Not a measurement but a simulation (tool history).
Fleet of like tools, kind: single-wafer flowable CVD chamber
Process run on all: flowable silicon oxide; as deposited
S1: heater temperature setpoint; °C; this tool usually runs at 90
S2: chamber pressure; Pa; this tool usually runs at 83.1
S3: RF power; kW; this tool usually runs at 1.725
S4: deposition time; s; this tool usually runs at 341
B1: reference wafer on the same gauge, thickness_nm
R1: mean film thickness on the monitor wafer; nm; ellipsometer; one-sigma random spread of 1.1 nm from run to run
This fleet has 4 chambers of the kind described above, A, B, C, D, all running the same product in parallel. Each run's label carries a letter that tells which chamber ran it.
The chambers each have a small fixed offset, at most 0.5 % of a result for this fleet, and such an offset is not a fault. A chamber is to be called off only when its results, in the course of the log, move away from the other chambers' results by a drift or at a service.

{"run": "1B", "hour": 4.5, "S1": 90, "S2": 83.1, "S3": 1.725, "S4": 341, "B1": 173.19, "R1": 199.07}
{"run": "2D", "hour": 9.7, "S1": 90, "S2": 83.1, "S3": 1.725, "S4": 341, "B1": 172.94, "R1": 201.57}
{"run": "3C", "hour": 15.4, "S1": 90, "S2": 83.1, "S3": 1.725, "S4": 341, "B1": 173.1, "R1": 200.81}
{"hour": 19.3, "done": "chamber B: RF generator calibrated"}
{"run": "4A", "hour": 21.2, "S1": 90, "S2": 83.1, "S3": 1.725, "S4": 341, "B1": 173.09, "R1": 198.6}
{"run": "5A", "hour": 26.4, "S1": 90, "S2": 83.1, "S3": 1.725, "S4": 341, "B1": 173.1, "R1": 200.45}
{"run": "6C", "hour": 31.2, "S1": 90, "S2": 83.1, "S3": 1.725, "S4": 341, "B1": 172.84, "R1": 200.69}
{"run": "7D", "hour": 35.0, "S1": 90, "S2": 83.1, "S3": 1.725, "S4": 341, "B1": 173.09, "R1": 201.74}
{"run": "8B", "hour": 38.5, "S1": 90, "S2": 83.1, "S3": 1.725, "S4": 341, "B1": 172.92, "R1": 199.45}
{"run": "9D", "hour": 43.3, "S1": 90, "S2": 83.1, "S3": 1.725, "S4": 341, "B1": 173.02, "R1": 201.29}
{"hour": 47.0, "done": "chamber D: thermocouple changed; heater temperature recalibrated"}
{"run": "10A", "hour": 49.2, "S1": 90, "S2": 83.1, "S3": 1.725, "S4": 341, "B1": 173.02, "R1": 200.76}
{"run": "11B", "hour": 53.8, "S1": 90, "S2": 90.1, "S3": 1.725, "S4": 280, "B1": 173.09, "R1": 184.86}
{"run": "12C", "hour": 59.0, "S1": 90, "S2": 90.1, "S3": 1.725, "S4": 280, "B1": 172.91, "R1": 183.87}
{"run": "13D", "hour": 63.0, "S1": 90, "S2": 90.1, "S3": 1.725, "S4": 280, "B1": 173.12, "R1": 182.99}
{"run": "14C", "hour": 66.6, "S1": 90, "S2": 90.1, "S3": 1.725, "S4": 280, "B1": 172.97, "R1": 185.39}
{"run": "15B", "hour": 71.9, "S1": 90, "S2": 83.1, "S3": 1.725, "S4": 341, "B1": 173.0, "R1": 199.43}
{"run": "16A", "hour": 75.8, "S1": 90, "S2": 83.1, "S3": 1.725, "S4": 341, "B1": 172.9, "R1": 201.13}
{"run": "17C", "hour": 80.1, "S1": 90, "S2": 83.1, "S3": 1.505, "S4": 341, "B1": 172.98, "R1": 192.02}
{"run": "18B", "hour": 85.8, "S1": 90, "S2": 83.1, "S3": 1.505, "S4": 341, "B1": 173.19, "R1": 191.63}
{"run": "19A", "hour": 91.6, "S1": 90, "S2": 83.1, "S3": 1.505, "S4": 341, "B1": 172.89, "R1": 194.72}
{"run": "20D", "hour": 95.9, "S1": 90, "S2": 83.1, "S3": 1.505, "S4": 341, "B1": 172.8, "R1": 193.06}
{"run": "21D", "hour": 99.3, "S1": 90, "S2": 83.1, "S3": 1.725, "S4": 341, "B1": 172.94, "R1": 200.08}
{"run": "22C", "hour": 104.5, "S1": 90, "S2": 83.1, "S3": 1.725, "S4": 341, "B1": 172.99, "R1": 199.33}
{"run": "23B", "hour": 108.5, "S1": 90, "S2": 83.1, "S3": 1.725, "S4": 341, "B1": 172.88, "R1": 199.12}
{"run": "24A", "hour": 112.6, "S1": 90, "S2": 83.1, "S3": 1.725, "S4": 279, "B1": 173.07, "R1": 168.77}
{"run": "25C", "hour": 116.0, "S1": 90, "S2": 83.1, "S3": 1.725, "S4": 279, "B1": 173.07, "R1": 164.07}
{"run": "26B", "hour": 119.8, "S1": 90, "S2": 83.1, "S3": 1.725, "S4": 279, "B1": 173.14, "R1": 163.34}
{"run": "27A", "hour": 125.8, "S1": 90, "S2": 83.1, "S3": 1.725, "S4": 279, "B1": 172.89, "R1": 170.76}
{"run": "28D", "hour": 130.1, "S1": 90, "S2": 83.1, "S3": 1.725, "S4": 341, "B1": 173.01, "R1": 199.28}
{"run": "29D", "hour": 135.0, "S1": 90, "S2": 83.1, "S3": 1.725, "S4": 341, "B1": 172.94, "R1": 201.49}
{"run": "30C", "hour": 139.5, "S1": 90, "S2": 83.1, "S3": 1.725, "S4": 341, "B1": 172.93, "R1": 201.47}
{"run": "31A", "hour": 142.8, "S1": 90, "S2": 83.1, "S3": 1.725, "S4": 341, "B1": 172.92, "R1": 209.79}

Is one chamber out of step, is the gauge drifting, or do the chambers differ by no more than their own small offsets? For an off chamber, give its letter and the likeliest cause.

One chamber, A, drifts off from the rest bit by bit.
Most likely cause: wafer temperature below the value expected at the setpoint (K) = 1.82.
The log may not separate it from: true pressure above the setpoint (%).

Chamber A could run next with any of the 4 candidate recipes listed below; each alters the usual settings, and their results appear as question marks. Which one brings its results back in line with what the other chambers deliver on the usual settings?
Counts as in line when no further than this from what the other chambers average on the usual settings: R1 3.80 nm
{"run": "32A-1", "hour": 147.1, "S1": 90, "S2": 83.6, "S3": 1.725, "S4": 342, "R1": "?"}
{"run": "32A-2", "hour": 147.1, "S1": 90, "S2": 85.9, "S3": 1.73, "S4": 341, "R1": "?"}
{"run": "32A-3", "hour": 147.1, "S1": 90, "S2": 80.3, "S3": 1.72, "S4": 341, "R1": "?"}
{"run": "32A-4", "hour": 147.1, "S1": 90, "S2": 82.5, "S3": 1.725, "S4": 340, "R1": "?"}

The mean the other chambers reach with the usual settings: R1 200.18 nm
run=32A-1 R1=212.51
run=32A-2 R1=220.14
run=32A-3 R1=199.76
run=32A-4 R1=207.50
With 32A-3, the chamber falls back in line with the rest.
